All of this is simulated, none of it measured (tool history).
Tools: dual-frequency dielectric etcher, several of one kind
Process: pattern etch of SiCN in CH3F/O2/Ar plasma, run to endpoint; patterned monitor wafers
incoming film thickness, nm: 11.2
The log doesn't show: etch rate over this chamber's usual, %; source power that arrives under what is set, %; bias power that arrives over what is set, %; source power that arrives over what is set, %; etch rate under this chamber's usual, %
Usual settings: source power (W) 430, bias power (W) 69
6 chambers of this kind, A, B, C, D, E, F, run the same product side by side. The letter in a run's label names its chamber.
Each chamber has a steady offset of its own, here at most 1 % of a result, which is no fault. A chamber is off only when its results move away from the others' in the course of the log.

run	hour	source power (W)	bias power (W)	hours since the last wet clean	hours since the last source power generator calibration	hours since the last bias power generator calibration	endpoint time (s)
1C	9.9	430	69	295.5	2038.8	1038.4	29.285
2D	21.9	430	69	225.4	1216.0	1239.4	29.260
3E	33.3	430	69	360.1	803.7	1942.8	29.652
4B	39.0	430	69	276.5	2220.1	1158.7	29.580
5A	49.0	430	69	263.8	2723.7	127.2	29.284
# hour 50.1: chamber E: wet clean of the chamber
6F	61.0	370	61	126.3	1021.7	658.0	32.782
7A	68.8	370	61	283.6	2743.5	147.0	32.822
8F	74.9	370	61	140.2	1035.6	671.9	32.729
9D	81.4	370	61	284.9	1275.5	1298.9	31.909
10E	91.7	370	61	41.7	862.1	2001.2	32.573
11C	97.0	370	61	382.6	2125.9	1125.5	32.159
12B	104.2	430	69	341.7	2285.3	1223.9	29.296
13B	110.4	430	69	347.9	2291.5	1230.1	29.472
14C	117.3	430	69	402.9	2146.2	1145.8	29.304
15D	125.0	430	69	328.5	1319.1	1342.5	29.258
16E	132.0	490	53	82.0	902.4	2041.5	30.694
17F	138.7	490	53	204.0	1099.4	735.7	30.473
18A	147.6	490	53	362.4	2822.3	225.8	30.778
19A	159.6	490	53	374.4	2834.3	237.8	30.702
20E	167.2	490	53	117.2	937.6	2076.7	30.768
21D	174.0	490	53	377.5	1368.1	1391.5	30.606
22B	181.7	430	69	419.2	2362.8	1301.4	29.329
# hour 182.0: chamber B: wet clean of the chamber
23F	192.3	360	61	257.6	1153.0	789.3	32.691
24C	201.2	360	61	486.8	2230.1	1229.7	32.089
# hour 209.3: chamber A: wet clean of the chamber
25E	209.7	360	61	159.7	980.1	2119.2	33.207
26D	218.9	360	61	422.4	1413.0	1436.4	32.605
27F	230.1	360	61	295.4	1190.8	827.1	32.638
28A	241.5	360	61	32.3	2916.2	319.7	32.479
29B	249.7	430	69	67.7	2430.8	1369.4	29.445
30C	257.2	430	69	542.8	2286.1	1285.7	28.730
31B	264.9	430	69	82.9	2446.0	1384.6	29.426
32D	270.5	430	69	474.0	1464.6	1488.0	29.461
33F	280.2	430	69	345.5	1240.9	877.2	29.825
34E	290.2	430	69	240.2	1060.6	2199.7	29.827
35A	296.5	430	69	87.3	2971.2	374.7	29.200
36C	307.4	430	69	593.0	2336.3	1335.9	28.116
37D	316.9	340	77	520.4	1511.0	1534.4	31.206
# hour 317.9: chamber B: source power generator calibrated
38E	324.6	340	77	274.6	1095.0	2234.1	30.924
39B	335.2	340	77	153.2	17.3	1454.9	30.853
40C	341.0	340	77	626.6	2369.9	1369.5	29.497
41F	350.2	340	77	415.5	1310.9	947.2	31.045
42A	360.4	340	77	151.2	3035.1	438.6	31.281

All 6 chambers run these settings next. Forecast each chamber's results:
43A	369.2	430	79				?
43B	369.2	430	79				?
43C	369.2	430	79				?
43D	369.2	430	79				?
43E	369.2	430	79				?
43F	369.2	430	79				?

run	endpoint time (s)
43A	27.883
43B	27.793
43C	26.630
43D	28.002
43E	28.491
43F	28.216
